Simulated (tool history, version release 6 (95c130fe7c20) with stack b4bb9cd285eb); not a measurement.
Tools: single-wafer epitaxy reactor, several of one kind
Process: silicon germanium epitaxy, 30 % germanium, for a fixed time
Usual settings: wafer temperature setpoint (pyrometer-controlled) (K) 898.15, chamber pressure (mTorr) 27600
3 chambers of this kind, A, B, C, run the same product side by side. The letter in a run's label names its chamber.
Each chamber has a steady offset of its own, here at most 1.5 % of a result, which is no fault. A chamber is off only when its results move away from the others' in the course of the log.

| run | hour | wafer temperature setpoint (pyrometer-controlled) (K) | chamber pressure (mTorr) | read-back reference wafer on the same gauge, thickness_nm | mean film thickness on the monitor wafer (angstrom) |
|---|---|---|---|---|---|
|  | 4.1 | chamber C: pyrometer calibrated |
| 1A | 8.4 | 898.15 | 27600 | 90.990 | 1033.00 |
| 2C | 15.3 | 898.15 | 27600 | 90.974 | 1053.90 |
| 3B | 23.6 | 898.15 | 27600 | 90.944 | 1039.50 |
| 4B | 31.1 | 898.15 | 27600 | 90.943 | 1039.80 |
| 5A | 38.1 | 898.15 | 27600 | 90.957 | 1029.90 |
| 6C | 47.1 | 898.15 | 27600 | 90.883 | 1053.20 |
| 7B | 55.2 | 898.15 | 25200 | 90.917 | 1004.00 |
| 8A | 64.1 | 898.15 | 25200 | 90.901 | 995.93 |
| 9C | 71.2 | 898.15 | 25200 | 90.861 | 1017.70 |
| 10B | 77.9 | 898.15 | 27600 | 90.891 | 1041.20 |
| 11C | 83.1 | 898.15 | 27600 | 90.869 | 1053.60 |
| 12A | 92.7 | 898.15 | 27600 | 90.820 | 1031.40 |
| 13A | 97.9 | 898.15 | 27600 | 90.840 | 1031.40 |
| 14B | 104.2 | 898.15 | 27600 | 90.822 | 1041.10 |
| 15C | 109.2 | 898.15 | 27600 | 90.814 | 1053.10 |
| 16B | 117.6 | 898.15 | 27600 | 90.804 | 1038.70 |
| 17A | 122.7 | 898.15 | 27600 | 90.768 | 1032.40 |
| 18C | 128.7 | 898.15 | 27600 | 90.790 | 1050.40 |
|  | 135.7 | chamber C: capacitance manometer re-zeroed and calibrated |
| 19B | 137.3 | 898.15 | 27600 | 90.790 | 1039.10 |
| 20A | 146.2 | 898.15 | 27600 | 90.770 | 1030.20 |
| 21C | 151.9 | 898.15 | 27600 | 90.753 | 1053.60 |
| 22B | 160.5 | 898.15 | 27600 | 90.741 | 1038.80 |
| 23A | 166.6 | 898.15 | 27600 | 90.688 | 1028.90 |
| 24C | 175.3 | 904.15 | 27600 | 90.695 | 1164.80 |
| 25B | 181.6 | 904.15 | 27600 | 90.678 | 1150.20 |
| 26A | 189.4 | 904.15 | 27600 | 90.663 | 1140.90 |
| 27C | 195.5 | 898.15 | 27600 | 90.678 | 1050.30 |
| 28C | 202.1 | 898.15 | 27600 | 90.639 | 1049.90 |
| 29A | 208.0 | 898.15 | 27600 | 90.646 | 1027.50 |
| 30B | 214.1 | 898.15 | 27600 | 90.637 | 1037.60 |
| 31C | 221.3 | 898.15 | 27600 | 90.599 | 1052.60 |

All 3 chambers run these settings next. Forecast each chamber's results:
| 32A | 228.3 | 898.15 | 33400 |  | ? |
| 32B | 228.3 | 898.15 | 33400 |  | ? |
| 32C | 228.3 | 898.15 | 33400 |  | ? |

| run | mean film thickness on the monitor wafer (angstrom) |
|---|---|
| 32A | 1108.60 |
| 32B | 1116.50 |
| 32C | 1135.60 |
